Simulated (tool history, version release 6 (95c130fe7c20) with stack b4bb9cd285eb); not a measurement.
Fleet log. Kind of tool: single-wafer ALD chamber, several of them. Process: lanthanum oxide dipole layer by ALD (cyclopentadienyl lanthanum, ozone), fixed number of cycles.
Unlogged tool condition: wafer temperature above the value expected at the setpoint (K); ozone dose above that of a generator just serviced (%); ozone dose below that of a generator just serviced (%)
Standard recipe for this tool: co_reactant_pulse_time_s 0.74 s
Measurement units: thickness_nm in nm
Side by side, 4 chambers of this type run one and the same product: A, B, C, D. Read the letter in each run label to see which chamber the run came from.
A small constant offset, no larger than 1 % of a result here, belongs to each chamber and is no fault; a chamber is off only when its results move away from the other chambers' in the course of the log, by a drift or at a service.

run	day	co_reactant_pulse_time_s	hours since the last thermocouple change	hours since the last ozone generator service	read-back reference wafer on the same gauge, thickness_nm	thickness_nm
1C	0.654	0.74	1649.3	528.2	0.52880	0.44360
2D	1.171	0.74	721.2	556.7	0.52950	0.44593
3B	1.496	0.74	785.6	1075.5	0.52897	0.44093
4A	2.108	0.74	592.5	254.9	0.52936	0.44601
5A	2.642	0.74	605.3	267.7	0.52889	0.44762
6D	3.092	0.74	767.3	602.8	0.52873	0.44464
7B	3.525	0.74	834.3	1124.2	0.52889	0.44396
8C	3.842	0.74	1725.8	604.7	0.52901	0.44505
9D	4.375	0.74	798.1	633.6	0.52878	0.44522
10C	4.846	0.74	1749.9	628.8	0.52921	0.44546
11A	5.242	0.93	667.7	330.1	0.52904	0.48902
12B	5.662	0.93	885.6	1175.5	0.52917	0.48150
13D	6.233	0.93	842.7	678.2	0.52898	0.49157
14B	6.742	0.93	911.5	1201.4	0.52896	0.47728
15C	7.196	0.74	1806.3	685.2	0.52909	0.44674
16A	7.542	0.74	722.9	385.3	0.52964	0.44892
17D	7.850	0.74	881.5	717.0	0.52885	0.44399
18A	8.329	0.74	741.8	404.2	0.52928	0.44923
19B	8.908	0.74	963.5	1253.4	0.52926	0.42966
# day 8.975: chamber C: ozone generator serviced
20C	9.233	0.74	1855.2	6.2	0.52878	0.44577
21D	9.654	0.92	924.8	760.3	0.52881	0.48616
22C	10.029	0.92	1874.3	25.3	0.52900	0.48186
23A	10.496	0.92	793.8	456.2	0.52879	0.48831
24B	10.892	0.92	1011.1	1301.0	0.52891	0.46582
25D	11.275	0.74	963.7	799.2	0.52881	0.44413
26A	11.642	0.74	821.3	483.7	0.52931	0.44861

Predict what each chamber gives when all 4 of them run the settings below next.
27A	12.133	0.74				?
27B	12.133	0.74				?
27C	12.133	0.74				?
27D	12.133	0.74				?

run	thickness_nm
27A	0.45067
27B	0.42040
27C	0.44586
27D	0.44605

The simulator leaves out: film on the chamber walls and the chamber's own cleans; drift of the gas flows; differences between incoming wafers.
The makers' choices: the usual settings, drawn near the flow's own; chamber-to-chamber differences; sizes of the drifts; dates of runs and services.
